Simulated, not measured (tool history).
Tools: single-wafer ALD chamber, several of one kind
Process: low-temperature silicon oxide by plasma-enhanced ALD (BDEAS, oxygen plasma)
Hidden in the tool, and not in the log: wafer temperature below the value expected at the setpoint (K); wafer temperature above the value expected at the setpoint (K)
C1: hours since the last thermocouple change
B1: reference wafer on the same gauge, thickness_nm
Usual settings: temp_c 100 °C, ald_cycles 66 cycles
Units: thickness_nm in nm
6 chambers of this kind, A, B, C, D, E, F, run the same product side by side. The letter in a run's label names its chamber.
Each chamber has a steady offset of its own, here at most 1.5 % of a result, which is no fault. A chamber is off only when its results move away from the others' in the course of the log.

Run 1F, hour 3.7: usual settings; C1 1740.4; B1 9.302. Result: thickness_nm 9.4168 nm.
Run 2A, hour 9.5: usual settings; C1 456.7; B1 9.2986. Result: thickness_nm 9.5044 nm.
Run 3C, hour 15.5: usual settings; C1 2073; B1 9.2943. Result: thickness_nm 9.4721 nm.
Run 4E, hour 19.8: usual settings; C1 844.4; B1 9.2952. Result: thickness_nm 9.517 nm.
Run 5B, hour 26.1: usual settings but ald_cycles 59 cycles; C1 757.9; B1 9.2927. Result: thickness_nm 8.4194 nm.
Run 6D, hour 29.8: usual settings but ald_cycles 59 cycles; C1 360.8; B1 9.2913. Result: thickness_nm 8.3571 nm.
Run 7E, hour 34.4: usual settings but ald_cycles 59 cycles; C1 859; B1 9.2894. Result: thickness_nm 8.5236 nm.
Run 8B, hour 39.2: usual settings but ald_cycles 59 cycles; C1 771; B1 9.2902. Result: thickness_nm 8.424 nm.
Run 9F, hour 42.4: usual settings but ald_cycles 59 cycles; C1 1779.1; B1 9.2872. Result: thickness_nm 8.3926 nm.
Run 10A, hour 47.4: usual settings but ald_cycles 59 cycles; C1 494.6; B1 9.2886. Result: thickness_nm 8.4975 nm.
At hour 48.1: chamber F: thermocouple changed; heater temperature recalibrated.
Run 11C, hour 52.9: usual settings; C1 2110.4; B1 9.2822. Result: thickness_nm 9.4989 nm.
Run 12D, hour 56.8: usual settings; C1 387.8; B1 9.2889. Result: thickness_nm 9.3567 nm.
Run 13A, hour 60.8: usual settings; C1 508; B1 9.2838. Result: thickness_nm 9.5005 nm.
Run 14D, hour 65.5: usual settings; C1 396.5; B1 9.2813. Result: thickness_nm 9.3338 nm.
Run 15C, hour 71.1: usual settings; C1 2128.6; B1 9.2823. Result: thickness_nm 9.4636 nm.
Run 16F, hour 76.8: usual settings; C1 28.8; B1 9.2778. Result: thickness_nm 9.3641 nm.
Run 17E, hour 82: usual settings but ald_cycles 75 cycles; C1 906.6; B1 9.2781. Result: thickness_nm 10.827 nm.
Run 18B, hour 86.6: usual settings but ald_cycles 75 cycles; C1 818.4; B1 9.2796. Result: thickness_nm 10.692 nm.
Run 19F, hour 90.6: usual settings but ald_cycles 75 cycles; C1 42.6; B1 9.2748. Result: thickness_nm 10.657 nm.
Run 20D, hour 94.6: usual settings but ald_cycles 75 cycles; C1 425.6; B1 9.2794. Result: thickness_nm 10.62 nm.
Run 21C, hour 101: usual settings but ald_cycles 75 cycles; C1 2158.5; B1 9.2746. Result: thickness_nm 10.752 nm.
Run 22E, hour 105.2: usual settings but ald_cycles 75 cycles; C1 929.8; B1 9.2783. Result: thickness_nm 10.81 nm.
Run 23A, hour 108.8: usual settings; C1 556; B1 9.2763. Result: thickness_nm 9.4867 nm.
Run 24B, hour 115.1: usual settings but ald_cycles 61 cycles; C1 846.9; B1 9.2679. Result: thickness_nm 8.6744 nm.
Run 25C, hour 118.2: usual settings but ald_cycles 61 cycles; C1 2175.7; B1 9.2702. Result: thickness_nm 8.756 nm.
Run 26D, hour 122.6: usual settings but ald_cycles 61 cycles; C1 453.6; B1 9.2678. Result: thickness_nm 8.6177 nm.
At hour 127.2: chamber E: thermocouple changed; heater temperature recalibrated.
Run 27F, hour 127.6: usual settings but ald_cycles 61 cycles; C1 79.6; B1 9.2737. Result: thickness_nm 8.6605 nm.
Run 28A, hour 132.4: usual settings but ald_cycles 61 cycles; C1 579.6; B1 9.2665. Result: thickness_nm 8.7279 nm.
Run 29E, hour 137.2: usual settings but ald_cycles 61 cycles; C1 10; B1 9.2646. Result: thickness_nm 8.7975 nm.
Run 30B, hour 142.8: usual settings; C1 874.6; B1 9.2625. Result: thickness_nm 9.3733 nm.
Run 31C, hour 148.8: usual settings; C1 2206.3; B1 9.2664. Result: thickness_nm 9.4303 nm.
Run 32B, hour 152.6: usual settings; C1 884.4; B1 9.2636. Result: thickness_nm 9.3974 nm.
Run 33A, hour 157.5: usual settings; C1 604.7; B1 9.2606. Result: thickness_nm 9.4797 nm.
Run 34E, hour 162.2: usual settings but temp_c 91 °C, ald_cycles 54 cycles; C1 35; B1 9.2602. Result: thickness_nm 8.0303 nm.
Run 35D, hour 166.7: usual settings but temp_c 91 °C, ald_cycles 54 cycles; C1 497.7; B1 9.2575. Result: thickness_nm 7.8677 nm.
Run 36F, hour 172: usual settings but temp_c 91 °C, ald_cycles 54 cycles; C1 124; B1 9.2575. Result: thickness_nm 7.9214 nm.
Run 37C, hour 176: usual settings but temp_c 91 °C, ald_cycles 54 cycles; C1 2233.5; B1 9.2551. Result: thickness_nm 7.966 nm.
Run 38F, hour 179.2: usual settings but temp_c 91 °C, ald_cycles 54 cycles; C1 131.2; B1 9.2567. Result: thickness_nm 7.9367 nm.
Run 39D, hour 182.3: usual settings but temp_c 91 °C, ald_cycles 54 cycles; C1 513.3; B1 9.2494. Result: thickness_nm 7.864 nm.
Run 40E, hour 187: usual settings; C1 59.8; B1 9.2551. Result: thickness_nm 9.499 nm.
Run 41B, hour 191.6: usual settings; C1 923.4; B1 9.2546. Result: thickness_nm 9.3703 nm.
Run 42A, hour 196.4: usual settings; C1 643.6; B1 9.2491. Result: thickness_nm 9.4817 nm.
Run 43A, hour 199.8: usual settings; C1 647; B1 9.248. Result: thickness_nm 9.4593 nm.
Run 44E, hour 205.7: usual settings; C1 78.5; B1 9.2448. Result: thickness_nm 9.5076 nm.

What goes on in this fleet: one chamber off, a drifting gauge, or nothing beyond the chambers' own small offsets? Name the chamber and the cause, if any.

The gauge drifts, so all chambers seem to drift together. No chamber is off.
Cause: gauge reads low (%) = 0.56.
